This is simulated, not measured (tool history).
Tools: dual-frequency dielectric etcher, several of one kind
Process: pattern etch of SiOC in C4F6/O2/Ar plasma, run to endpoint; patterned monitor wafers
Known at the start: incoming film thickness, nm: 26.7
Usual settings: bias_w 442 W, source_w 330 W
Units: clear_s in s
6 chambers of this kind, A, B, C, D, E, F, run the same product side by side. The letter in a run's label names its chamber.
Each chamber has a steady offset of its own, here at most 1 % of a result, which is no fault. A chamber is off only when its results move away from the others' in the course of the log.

run 1A hour=9.8 | bias_w=442 source_w=330 | clear_s=10.0410
run 2B hour=19.9 | bias_w=442 source_w=330 | clear_s=10.0070
run 3E hour=28.1 | bias_w=442 source_w=330 | clear_s=10.0870
run 4F hour=38.7 | bias_w=442 source_w=330 | clear_s=10.1200
run 5C hour=43.9 | bias_w=442 source_w=330 | clear_s=10.2250
run 6D hour=53.6 | bias_w=442 source_w=330 | clear_s=10.0960
run 7E hour=60.9 | bias_w=536 source_w=360 | clear_s=8.9807
run 8A hour=66.6 | bias_w=536 source_w=360 | clear_s=9.1752
run 9F hour=71.3 | bias_w=536 source_w=360 | clear_s=9.0970
run 10D hour=81.1 | bias_w=536 source_w=360 | clear_s=9.0544
run 11B hour=91.0 | bias_w=536 source_w=360 | clear_s=8.9613
-- hour=93.8 chamber B: wet clean of the chamber
run 12C hour=95.8 | bias_w=536 source_w=360 | clear_s=9.1729
run 13D hour=100.9 | bias_w=442 source_w=330 | clear_s=10.2600
run 14E hour=106.6 | bias_w=442 source_w=330 | clear_s=10.0550
run 15A hour=112.8 | bias_w=442 source_w=330 | clear_s=10.0600
run 16B hour=123.9 | bias_w=442 source_w=330 | clear_s=9.9805
run 17F hour=133.1 | bias_w=442 source_w=330 | clear_s=10.1420
run 18C hour=144.1 | bias_w=509 source_w=290 | clear_s=10.0010
run 19E hour=150.9 | bias_w=509 source_w=290 | clear_s=9.9504
run 20A hour=156.0 | bias_w=509 source_w=290 | clear_s=10.0370
run 21C hour=161.2 | bias_w=509 source_w=290 | clear_s=10.1210
run 22F hour=169.1 | bias_w=509 source_w=290 | clear_s=10.0030
run 23B hour=174.3 | bias_w=509 source_w=290 | clear_s=9.8969
-- hour=175.2 chamber C: wet clean of the chamber
run 24D hour=180.9 | bias_w=442 source_w=330 | clear_s=10.1270
run 25E hour=186.8 | bias_w=442 source_w=360 | clear_s=9.7981
-- hour=193.7 chamber D: wet clean of the chamber
run 26D hour=194.4 | bias_w=442 source_w=360 | clear_s=9.6928
run 27B hour=202.5 | bias_w=442 source_w=360 | clear_s=9.6223
run 28C hour=209.0 | bias_w=442 source_w=360 | clear_s=9.3508
run 29F hour=215.3 | bias_w=442 source_w=360 | clear_s=9.7534
run 30A hour=224.4 | bias_w=442 source_w=360 | clear_s=9.7969
run 31D hour=231.1 | bias_w=442 source_w=330 | clear_s=10.2260
run 32A hour=236.9 | bias_w=442 source_w=330 | clear_s=10.1150
run 33B hour=242.1 | bias_w=442 source_w=330 | clear_s=10.0500
run 34E hour=247.5 | bias_w=442 source_w=330 | clear_s=10.0640
run 35F hour=255.0 | bias_w=366 source_w=290 | clear_s=11.3730
run 36C hour=263.0 | bias_w=366 source_w=290 | clear_s=10.9250
run 37F hour=271.9 | bias_w=366 source_w=290 | clear_s=11.3930
run 38D hour=276.8 | bias_w=366 source_w=290 | clear_s=11.4010
run 39E hour=286.5 | bias_w=366 source_w=290 | clear_s=11.2850

All 6 chambers run these settings next. Forecast each chamber's results:
run 40A hour=294.4 | bias_w=407 source_w=330 | clear_s=?
run 40B hour=294.4 | bias_w=407 source_w=330 | clear_s=?
run 40C hour=294.4 | bias_w=407 source_w=330 | clear_s=?
run 40D hour=294.4 | bias_w=407 source_w=330 | clear_s=?
run 40E hour=294.4 | bias_w=407 source_w=330 | clear_s=?
run 40F hour=294.4 | bias_w=407 source_w=330 | clear_s=?

run=40A clear_s=10.4040
run=40B clear_s=10.2880
run=40C clear_s=9.9411
run=40D clear_s=10.3580
run=40E clear_s=10.5490
run=40F clear_s=10.4120
